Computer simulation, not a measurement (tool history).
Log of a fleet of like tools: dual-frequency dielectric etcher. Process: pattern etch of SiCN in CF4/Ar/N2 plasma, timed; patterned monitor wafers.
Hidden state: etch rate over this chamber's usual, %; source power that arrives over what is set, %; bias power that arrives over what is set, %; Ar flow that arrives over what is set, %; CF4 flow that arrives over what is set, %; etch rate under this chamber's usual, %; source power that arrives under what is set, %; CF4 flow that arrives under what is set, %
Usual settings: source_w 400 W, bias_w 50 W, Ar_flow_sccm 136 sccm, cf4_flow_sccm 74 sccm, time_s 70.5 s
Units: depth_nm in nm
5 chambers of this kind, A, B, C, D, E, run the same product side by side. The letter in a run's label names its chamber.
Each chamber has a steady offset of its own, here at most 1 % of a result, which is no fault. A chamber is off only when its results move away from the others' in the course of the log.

run   hour  source_w  bias_w  Ar_flow_sccm  cf4_flow_sccm  time_s  hours since the last wet clean  hours since the last source power generator calibration  hours since the last bias power generator calibration  hours since the last Ar flow controller change  hours since the last CF4 flow controller change  read-back reference wafer on the same gauge, depth_nm  depth_nm
      10.0  -- chamber D: wet clean of the chamber
 1D   11.2       400      50           136             74    70.5                             1.2                                                   1280.0                                                 1559.8                                           171.8                                           2955.6                                                 49.356    46.574
      17.9  -- chamber C: CF4 flow controller replaced
 2C   18.0       400      50           136             74    70.5                           370.5                                                   1023.4                                                 2437.6                                           473.7                                              0.1                                                 49.339    46.279
 3B   29.5       400      50           136             74    70.5                           524.7                                                     68.9                                                 1012.1                                           391.2                                           3318.1                                                 49.297    46.345
 4E   36.2       400      50           136             74    70.5                           338.3                                                   2509.8                                                 1318.5                                           855.8                                            456.5                                                 49.311    46.363
 5A   43.2       400      50           136             74    70.5                           269.1                                                   1360.8                                                 3382.0                                          4848.1                                           3618.2                                                 49.287    46.621
 6E   50.3       400      50           136             74    70.5                           352.4                                                   2523.9                                                 1332.6                                           869.9                                            470.6                                                 49.282    46.400
 7A   64.4       400      50           136             74    70.5                           290.3                                                   1382.0                                                 3403.2                                          4869.3                                           3639.4                                                 49.300    46.944
 8D   76.9       400      50           136             74    70.5                            66.9                                                   1345.7                                                 1625.5                                           237.5                                           3021.3                                                 49.294    46.764
      80.8  -- chamber E: wet clean of the chamber
 9C   89.0       400      50           136             74    86.0                           441.5                                                   1094.4                                                 2508.6                                           544.7                                             71.1                                                 49.324    56.311
10B   98.3       400      50           136             74    86.0                           593.5                                                    137.7                                                 1080.9                                           460.0                                           3386.9                                                 49.292    56.268
11E  109.7       400      50           136             74    86.0                            29.0                                                   2583.3                                                 1392.0                                           929.3                                            530.0                                                 49.306    56.807
12B  121.0       400      50           136             74    86.0                           616.2                                                    160.4                                                 1103.6                                           482.7                                           3409.6                                                 49.266    56.339
13C  128.1       400      50           136             74    86.0                           480.6                                                   1133.5                                                 2547.7                                           583.8                                            110.2                                                 49.334    56.175
14A  136.4       320      50           136             74    56.5                           362.3                                                   1454.0                                                 3475.2                                          4941.3                                           3711.4                                                 49.297    30.586
15D  150.3       320      50           136             74    56.5                           140.3                                                   1419.1                                                 1698.9                                           310.9                                           3094.7                                                 49.325    30.553
     152.4  -- chamber B: wet clean of the chamber
16A  159.2       320      50           136             74    56.5                           385.1                                                   1476.8                                                 3498.0                                          4964.1                                           3734.2                                                 49.337    30.797
17B  173.3       320      50           136             74    56.5                            21.0                                                    212.7                                                 1155.9                                           535.0                                           3461.9                                                 49.311    30.470
18E  183.2       320      50           136             74    56.5                           102.5                                                   2656.8                                                 1465.5                                          1002.8                                            603.5                                                 49.282    30.453
19C  198.4       400      50           136             74    70.5                           550.9                                                   1203.8                                                 2618.0                                           654.1                                            180.5                                                 49.250    45.828
     207.2  -- chamber E: source power generator calibrated
20D  212.5       400      50           136             74    70.5                           202.5                                                   1481.3                                                 1761.1                                           373.1                                           3156.9                                                 49.340    46.780
21D  220.8       400      50           136             74    70.5                           210.8                                                   1489.6                                                 1769.4                                           381.4                                           3165.2                                                 49.301    46.879
22A  229.0       400      50           136             74    70.5                           454.9                                                   1546.6                                                 3567.8                                          5033.9                                           3804.0                                                 49.293    46.845
     232.8  -- chamber A: wet clean of the chamber
23C  240.4       400      50           136             74    70.5                           592.9                                                   1245.8                                                 2660.0                                           696.1                                            222.5                                                 49.325    45.501
24B  247.5       400      50           136             74    70.5                            95.2                                                    286.9                                                 1230.1                                           609.2                                           3536.1                                                 49.289    46.421
25E  258.2       400      50           136             74    70.5                           177.5                                                     51.1                                                 1540.5                                          1077.8                                            678.5                                                 49.259    46.215
26E  267.4       400      50           136             74    70.5                           186.7                                                     60.3                                                 1549.7                                          1087.0                                            687.7                                                 49.302    46.575
27A  277.4       400      50           136             74    70.5                            44.7                                                   1595.0                                                 3616.2                                          5082.3                                           3852.4                                                 49.279    46.828
28D  284.4       400      50           136             74    70.5                           274.4                                                   1553.2                                                 1833.0                                           445.0                                           3228.8                                                 49.326    46.800
29C  291.6       400      60           136             74    70.5                           644.1                                                   1297.0                                                 2711.2                                           747.3                                            273.7                                                 49.282    48.391
30B  306.9       400      60           136             74    70.5                           154.6                                                    346.3                                                 1289.5                                           668.6                                           3595.5                                                 49.250    49.377
31E  321.6       400      60           136             74    70.5                           240.9                                                    114.5                                                 1603.9                                          1141.2                                            741.9                                                 49.369    49.321
32D  333.0       400      60           136             74    70.5                           323.0                                                   1601.8                                                 1881.6                                           493.6                                           3277.4                                                 49.327    49.871
33A  341.6       400      60           136             74    70.5                           108.9                                                   1659.2                                                 3680.4                                          5146.5                                           3916.6                                                 49.317    49.816
34C  355.1       400      50           136             74    70.5                           707.6                                                   1360.5                                                 2774.7                                           810.8                                            337.2                                                 49.323    45.007
35B  364.3       400      50           136             74    70.5                           212.0                                                    403.7                                                 1346.9                                           726.0                                           3652.9                                                 49.306    46.327
36C  371.9       400      50           136             74    70.5                           724.4                                                   1377.3                                                 2791.5                                           827.6                                            354.0                                                 49.297    45.234

Is one chamber off against the others, does the gauge drift, or is nothing wrong? If a chamber is off, say which, and what the likeliest cause is.

Chamber C drifts away from the others.
Cause: etch rate under this chamber's usual, % = 3.16.
The log may not tell that from: source power that arrives under what is set, %.

Here are 4 candidates for chamber C's next run, each the usual settings with a change, their results left as question marks. Which one brings its results back in line with what the others give on the usual settings?
In line means no further than this from the other chambers' mean on the usual settings: depth_nm 0.510 nm
37C-1  382.8       400      50           135             74    72.5                                                                                                                                                                                                                                                                                                                 ?
37C-2  382.8       400      50           136             74    71.5                                                                                                                                                                                                                                                                                                                 ?
37C-3  382.8       400      50           136             74    69.5                                                                                                                                                                                                                                                                                                                 ?
37C-4  382.8       400      45           136             74    70.5                                                                                                                                                                                                                                                                                                                 ?

The other chambers' mean on the usual settings: depth_nm 46.520 nm
  run  depth_nm
37C-1    46.301
37C-2    45.602
37C-3    44.326
37C-4    43.413
37C-1 brings the chamber back in line.

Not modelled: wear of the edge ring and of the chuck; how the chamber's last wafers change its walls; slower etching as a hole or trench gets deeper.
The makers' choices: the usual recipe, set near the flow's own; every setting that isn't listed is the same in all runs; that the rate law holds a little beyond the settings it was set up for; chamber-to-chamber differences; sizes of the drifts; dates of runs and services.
